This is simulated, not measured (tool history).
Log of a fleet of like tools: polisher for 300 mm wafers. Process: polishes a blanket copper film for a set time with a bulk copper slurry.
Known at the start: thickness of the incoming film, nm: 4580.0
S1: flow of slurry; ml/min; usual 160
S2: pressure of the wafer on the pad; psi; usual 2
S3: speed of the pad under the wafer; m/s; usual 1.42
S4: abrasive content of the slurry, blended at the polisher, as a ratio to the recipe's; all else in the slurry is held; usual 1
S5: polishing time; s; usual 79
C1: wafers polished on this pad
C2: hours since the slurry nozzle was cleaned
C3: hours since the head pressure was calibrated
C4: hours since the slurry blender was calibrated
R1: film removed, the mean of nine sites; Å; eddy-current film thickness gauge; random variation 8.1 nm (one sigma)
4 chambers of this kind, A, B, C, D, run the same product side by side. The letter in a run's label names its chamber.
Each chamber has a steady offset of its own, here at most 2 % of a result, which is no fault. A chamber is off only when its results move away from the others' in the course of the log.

run    day   S1   S2    S3  S4  S5    C1     C2      C3     C4      R1
 1C  0.162  160    2  1.42   1  79    52  280.3    10.1  167.4  8119.2
 2A    0.3  160    2  1.42   1  79  1215  129.1  1100.7   34.3  8258.7
 3B  0.404  160    2  1.42   1  79  1093  214.2   607.1  336.1  8221.1
 4D  0.588  160    2  1.42   1  79   312  572.9   151.7   17.7  8368.6
 5C  0.738  160    2  1.42   1  79   203  294.1    23.9  181.2  8103.6
 6D  0.871  160    2  1.42   1  79   387  579.7   158.5   24.5  8392.8
     0.992  -- chamber A: worn pad replaced by a new one
 7B  1.062  160    2  1.42   1  79  1266    230   622.9  351.9  8156.7
     1.142  -- chamber B: worn pad replaced by a new one
 8A  1.196  160    2  1.42   1  79    53  150.6  1122.2   55.8  8235.9
 9B  1.379  160    2  1.42   1  79    63  237.6   630.5  359.5    8139
     1.517  -- chamber D: slurry nozzle cleaned
10C  1.554  160    2  1.42   1  79   418  313.7    43.5  200.8    8008
11A  1.688  160    2  0.96   1  79   183  162.4    1134   67.6    5492
12D  1.858  160    2  0.96   1  79   647    8.3   182.2   48.2  5694.3
13D  1.958  160    2  0.96   1  79   673   10.7   184.6   50.6  5608.5
14A  2.125  160    2  0.96   1  79   298  172.9  1144.5   78.1  5456.1
15B  2.304  160    2  1.42   1  79   306  259.8   652.7  381.7  8035.8
16C  2.417  160    2  1.42   1  79   645  334.4    64.2  221.5  8020.2
17B  2.612  160  2.7  1.42   1  79   387  267.2   660.1  389.1   11103
18C  2.721  160  2.7  1.42   1  79   725  341.7    71.5  228.8   10990
19A  2.858  160  2.7  1.42   1  79   490  190.5  1162.1   95.7   11107
20D  3.038  160  2.7  1.42   1  79   957   36.6   210.5   76.5   11025
21D  3.233  160    2  1.42   1  79  1008   41.3   215.2   81.2  8509.3
     3.283  -- chamber D: worn pad replaced by a new one
     3.338  -- chamber A: head pressure recalibrated
22C  3.354  160    2  1.42   1  79   891  356.9    86.7    244  8192.5
     3.571  -- chamber C: worn pad replaced by a new one
23A  3.571  160    2  1.42   1  79   678  207.6     5.6  112.8  8079.2
24B  3.775  160    2  1.42   1  79   693  295.1     688    417  7789.5
25D  3.871  160  2.2  1.42   1  79   154   56.6   230.5   96.5  9152.3
26C  3.983  160  2.2  1.42   1  79   109    372   101.8  259.1  8871.5
27A  4.162  160  2.2  1.42   1  79   833  221.8    19.8    127  8786.2
28B  4.267  160  2.2  1.42   1  79   822  306.9   699.8  428.8    8357
29D  4.479  160    2  1.42   1  79   314   71.2   245.1  111.1  8261.3
30A  4.667  160    2  1.42   1  79   966  233.9    31.9  139.1    8126

Next, every chamber runs the same settings. What will each give?
31A  4.821  180   2  1.42   1  79                   ?
31B  4.821  180   2  1.42   1  79                   ?
31C  4.821  180   2  1.42   1  79                   ?
31D  4.821  180   2  1.42   1  79                   ?

run      R1
31A  8295.9
31B  7575.6
31C    8265
31D  8574.7
